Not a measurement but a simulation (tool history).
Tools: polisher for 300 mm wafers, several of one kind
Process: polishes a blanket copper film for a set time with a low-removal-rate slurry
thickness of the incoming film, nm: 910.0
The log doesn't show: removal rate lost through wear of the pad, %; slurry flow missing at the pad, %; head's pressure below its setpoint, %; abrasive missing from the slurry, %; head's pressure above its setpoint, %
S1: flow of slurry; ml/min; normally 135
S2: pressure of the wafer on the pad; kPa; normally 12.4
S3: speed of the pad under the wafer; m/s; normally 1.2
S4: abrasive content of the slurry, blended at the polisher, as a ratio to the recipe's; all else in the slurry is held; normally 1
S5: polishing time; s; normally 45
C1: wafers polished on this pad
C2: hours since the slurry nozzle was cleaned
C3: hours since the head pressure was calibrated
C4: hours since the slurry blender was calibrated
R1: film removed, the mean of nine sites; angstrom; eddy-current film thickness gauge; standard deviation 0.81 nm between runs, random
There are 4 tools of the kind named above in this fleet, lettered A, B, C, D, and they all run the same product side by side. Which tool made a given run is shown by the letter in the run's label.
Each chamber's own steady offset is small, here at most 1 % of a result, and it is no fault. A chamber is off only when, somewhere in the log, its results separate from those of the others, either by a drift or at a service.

At hour 2.3: chamber D: worn pad replaced by a new one.
Run 1D, hour 7.4: usual settings; C1 34; C2 198.9; C3 89; C4 39.7. Result: R1 1085.2 angstrom.
At hour 14.8: chamber A: worn pad replaced by a new one.
Run 2A, hour 15.8: usual settings; C1 7; C2 364; C3 99.1; C4 103. Result: R1 1082.6 angstrom.
Run 3B, hour 24.6: usual settings; C1 972; C2 349.9; C3 55.6; C4 176.1. Result: R1 1086 angstrom.
Run 4C, hour 35.7: usual settings; C1 669; C2 185.4; C3 302.9; C4 244.7. Result: R1 1095.2 angstrom.
Run 5C, hour 44.3: usual settings; C1 727; C2 194; C3 311.5; C4 253.3. Result: R1 1082.1 angstrom.
At hour 46.6: chamber C: head pressure recalibrated.
Run 6A, hour 51: usual settings; C1 243; C2 399.2; C3 134.3; C4 138.2. Result: R1 1092.6 angstrom.
At hour 54.3: chamber C: worn pad replaced by a new one.
Run 7B, hour 60.1: usual settings; C1 1210; C2 385.4; C3 91.1; C4 211.6. Result: R1 1094.4 angstrom.
Run 8D, hour 72.2: usual settings; C1 469; C2 263.7; C3 153.8; C4 104.5. Result: R1 1072.6 angstrom.
Run 9B, hour 82.2: usual settings; C1 1358; C2 407.5; C3 113.2; C4 233.7. Result: R1 1072.4 angstrom.
At hour 90: chamber A: slurry blender recalibrated.
Run 10A, hour 94.9: usual settings; C1 537; C2 443.1; C3 178.2; C4 4.9. Result: R1 1087.9 angstrom.
At hour 98.6: chamber D: worn pad replaced by a new one.
At hour 101.4: chamber B: worn pad replaced by a new one.
Run 11D, hour 104.9: usual settings; C1 42; C2 296.4; C3 186.5; C4 137.2. Result: R1 1068.3 angstrom.
Run 12C, hour 119: usual settings; C1 434; C2 268.7; C3 72.5; C4 328. Result: R1 1072.5 angstrom.
At hour 122.8: chamber B: slurry nozzle cleaned.
Run 13B, hour 129.1: usual settings; C1 186; C2 6.4; C3 160.1; C4 280.6. Result: R1 1085.4 angstrom.
Run 14C, hour 137.4: usual settings; C1 557; C2 287.1; C3 90.9; C4 346.4. Result: R1 1082.5 angstrom.
Run 15A, hour 148: usual settings; C1 893; C2 496.2; C3 231.3; C4 58. Result: R1 1086.5 angstrom.
At hour 148.5: chamber C: worn pad replaced by a new one.
Run 16D, hour 154.6: usual settings; C1 375; C2 346.1; C3 236.2; C4 186.9. Result: R1 1051.9 angstrom.
Run 17D, hour 164.4: usual settings; C1 441; C2 355.9; C3 246; C4 196.7. Result: R1 1060.5 angstrom.
At hour 167.1: chamber B: slurry blender recalibrated.
Run 18C, hour 173.9: usual settings; C1 170; C2 323.6; C3 127.4; C4 382.9. Result: R1 1087.7 angstrom.
At hour 181.6: chamber C: slurry blender recalibrated.
Run 19B, hour 185.4: usual settings but S3 1.48 m/s; C1 563; C2 62.7; C3 216.4; C4 18.4. Result: R1 1347.9 angstrom.
Run 20A, hour 197.4: usual settings but S3 1.48 m/s; C1 1225; C2 545.6; C3 280.7; C4 107.4. Result: R1 1330.5 angstrom.
Run 21C, hour 203.5: usual settings but S3 1.48 m/s; C1 369; C2 353.2; C3 157; C4 21.9. Result: R1 1344.7 angstrom.
At hour 206.6: chamber D: worn pad replaced by a new one.
Run 22A, hour 210.6: usual settings but S3 1.48 m/s; C1 1313; C2 558.8; C3 293.9; C4 120.6. Result: R1 1332.5 angstrom.
Run 23B, hour 217.8: usual settings; C1 781; C2 95.1; C3 248.8; C4 50.8. Result: R1 1075.1 angstrom.
At hour 220.7: chamber D: slurry blender recalibrated.
Run 24D, hour 231.5: usual settings; C1 167; C2 423; C3 313.1; C4 10.9. Result: R1 1036.1 angstrom.
Run 25C, hour 243.6: usual settings; C1 638; C2 393.3; C3 197.1; C4 62. Result: R1 1077.2 angstrom.
Run 26D, hour 254.7: usual settings; C1 322; C2 446.2; C3 336.3; C4 34.1. Result: R1 1010.3 angstrom.
At hour 258.1: chamber A: worn pad replaced by a new one.
Run 27A, hour 264.6: usual settings but S1 100 ml/min; C1 44; C2 612.8; C3 347.9; C4 174.6. Result: R1 1018.9 angstrom.
Run 28B, hour 275: usual settings but S1 100 ml/min; C1 1164; C2 152.3; C3 306; C4 108. Result: R1 999.28 angstrom.
Run 29A, hour 287.4: usual settings but S1 100 ml/min; C1 197; C2 635.6; C3 370.7; C4 197.4. Result: R1 1018.9 angstrom.

Is one chamber out of step, is the gauge drifting, or do the chambers differ by no more than their own small offsets? For an off chamber, give its letter and the likeliest cause.

It is chamber D that slowly wanders off from its peers.
Cause: slurry flow missing at the pad, % = 30.1.
From this log alone, it may not be told apart from: head's pressure below its setpoint, %.

Here are 4 candidates for chamber D's next run, each the usual settings with a change, their results left as question marks. Which one brings its results back in line with what the others give on the usual settings?
In line means no further than this from the other chambers' mean on the usual settings: R1 28 angstrom
Run 30D-1, hour 297.5: usual settings but S5 39 s. Result: R1 ?.
Run 30D-2, hour 297.5: usual settings but S2 13.1 kPa, S3 1.26 m/s, S5 47 s. Result: R1 ?.
Run 30D-3, hour 297.5: usual settings but S2 13.1 kPa, S3 1.24 m/s. Result: R1 ?.
Run 30D-4, hour 297.5: usual settings but S3 1.16 m/s, S5 43 s. Result: R1 ?.

What the other chambers average on the usual settings: R1 1084 angstrom
  run      R1
30D-1   854.8
30D-2  1140.6
30D-3  1074.9
30D-4  911.39
Change 30D-3 lands the chamber within the allowed miss of the other chambers.
